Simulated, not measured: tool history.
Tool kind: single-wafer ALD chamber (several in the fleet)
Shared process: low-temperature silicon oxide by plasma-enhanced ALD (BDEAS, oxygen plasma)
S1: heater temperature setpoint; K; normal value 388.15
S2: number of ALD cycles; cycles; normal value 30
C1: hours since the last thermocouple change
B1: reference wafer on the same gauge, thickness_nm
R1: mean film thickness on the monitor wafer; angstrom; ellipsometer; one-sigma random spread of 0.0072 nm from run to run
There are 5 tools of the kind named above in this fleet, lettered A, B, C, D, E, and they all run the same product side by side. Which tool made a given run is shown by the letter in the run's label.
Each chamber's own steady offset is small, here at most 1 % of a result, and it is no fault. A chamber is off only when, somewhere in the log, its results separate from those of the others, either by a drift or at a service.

{"run": "1B", "day": 0.225, "S1": 388.15, "S2": 30, "C1": 1211.6, "B1": 3.9075, "R1": 41.532}
{"run": "2D", "day": 0.396, "S1": 388.15, "S2": 30, "C1": 1574.1, "B1": 3.9075, "R1": 41.903}
{"run": "3A", "day": 0.567, "S1": 388.15, "S2": 30, "C1": 1225.8, "B1": 3.9064, "R1": 41.276}
{"day": 0.633, "done": "chamber A: thermocouple changed; heater temperature recalibrated"}
{"run": "4C", "day": 0.733, "S1": 388.15, "S2": 30, "C1": 1667.8, "B1": 3.9068, "R1": 41.672}
{"run": "5E", "day": 0.858, "S1": 388.15, "S2": 30, "C1": 813.1, "B1": 3.9075, "R1": 41.887}
{"run": "6E", "day": 1.033, "S1": 388.15, "S2": 30, "C1": 817.3, "B1": 3.9062, "R1": 42.032}
{"run": "7C", "day": 1.25, "S1": 388.15, "S2": 30, "C1": 1680.2, "B1": 3.9037, "R1": 41.793}
{"run": "8A", "day": 1.475, "S1": 388.15, "S2": 30, "C1": 20.3, "B1": 3.9022, "R1": 41.361}
{"run": "9B", "day": 1.629, "S1": 388.15, "S2": 30, "C1": 1245.3, "B1": 3.9023, "R1": 41.366}
{"run": "10D", "day": 1.838, "S1": 388.15, "S2": 30, "C1": 1608.7, "B1": 3.9017, "R1": 41.738}
{"run": "11C", "day": 2.079, "S1": 388.15, "S2": 30, "C1": 1700.1, "B1": 3.901, "R1": 41.643}
{"run": "12E", "day": 2.262, "S1": 378.15, "S2": 30, "C1": 846.8, "B1": 3.9025, "R1": 42.537}
{"run": "13A", "day": 2.392, "S1": 378.15, "S2": 30, "C1": 42.3, "B1": 3.899, "R1": 42.137}
{"run": "14B", "day": 2.508, "S1": 378.15, "S2": 30, "C1": 1266.4, "B1": 3.9, "R1": 42.142}
{"run": "15D", "day": 2.692, "S1": 378.15, "S2": 30, "C1": 1629.2, "B1": 3.8971, "R1": 42.454}
{"run": "16C", "day": 2.854, "S1": 378.15, "S2": 30, "C1": 1718.7, "B1": 3.8989, "R1": 42.368}
{"run": "17D", "day": 2.996, "S1": 388.15, "S2": 30, "C1": 1636.5, "B1": 3.8978, "R1": 41.757}
{"run": "18A", "day": 3.158, "S1": 380.15, "S2": 32, "C1": 60.7, "B1": 3.895, "R1": 44.558}
{"run": "19B", "day": 3.3, "S1": 380.15, "S2": 32, "C1": 1285.4, "B1": 3.8972, "R1": 44.73}
{"run": "20E", "day": 3.538, "S1": 380.15, "S2": 32, "C1": 877.4, "B1": 3.8943, "R1": 45.396}
{"run": "21B", "day": 3.729, "S1": 380.15, "S2": 32, "C1": 1295.7, "B1": 3.893, "R1": 44.741}
{"run": "22D", "day": 3.942, "S1": 380.15, "S2": 32, "C1": 1659.2, "B1": 3.8927, "R1": 45.068}
{"run": "23A", "day": 4.054, "S1": 388.15, "S2": 30, "C1": 82.2, "B1": 3.8928, "R1": 40.976}
{"run": "24E", "day": 4.188, "S1": 388.15, "S2": 30, "C1": 893.0, "B1": 3.8916, "R1": 42.028}
{"run": "25C", "day": 4.433, "S1": 388.15, "S2": 30, "C1": 1756.6, "B1": 3.8891, "R1": 41.493}
{"run": "26E", "day": 4.612, "S1": 402.15, "S2": 30, "C1": 903.2, "B1": 3.8892, "R1": 40.56}
{"run": "27B", "day": 4.821, "S1": 402.15, "S2": 30, "C1": 1321.9, "B1": 3.8885, "R1": 40.251}
{"run": "28D", "day": 5.067, "S1": 402.15, "S2": 30, "C1": 1686.2, "B1": 3.8879, "R1": 40.611}
{"run": "29A", "day": 5.283, "S1": 402.15, "S2": 30, "C1": 111.7, "B1": 3.8869, "R1": 40.139}
{"run": "30C", "day": 5.408, "S1": 402.15, "S2": 30, "C1": 1780.0, "B1": 3.8855, "R1": 40.447}
{"run": "31A", "day": 5.529, "S1": 388.15, "S2": 30, "C1": 117.6, "B1": 3.8854, "R1": 41.069}
{"run": "32B", "day": 5.671, "S1": 377.15, "S2": 32, "C1": 1342.3, "B1": 3.8849, "R1": 44.977}
{"run": "33D", "day": 5.85, "S1": 377.15, "S2": 32, "C1": 1705.0, "B1": 3.8834, "R1": 45.266}
{"run": "34E", "day": 6.092, "S1": 377.15, "S2": 32, "C1": 938.7, "B1": 3.8828, "R1": 45.364}

Which is it: a chamber that has drifted or been left off by a service, a gauge drift common to all chambers, or only each chamber's usual small offset? If a chamber is off, name it and its likeliest cause.

Gauge drift. The chambers move together only on paper, and none stands off.
Most likely cause: gauge reads low (%) = 0.711.

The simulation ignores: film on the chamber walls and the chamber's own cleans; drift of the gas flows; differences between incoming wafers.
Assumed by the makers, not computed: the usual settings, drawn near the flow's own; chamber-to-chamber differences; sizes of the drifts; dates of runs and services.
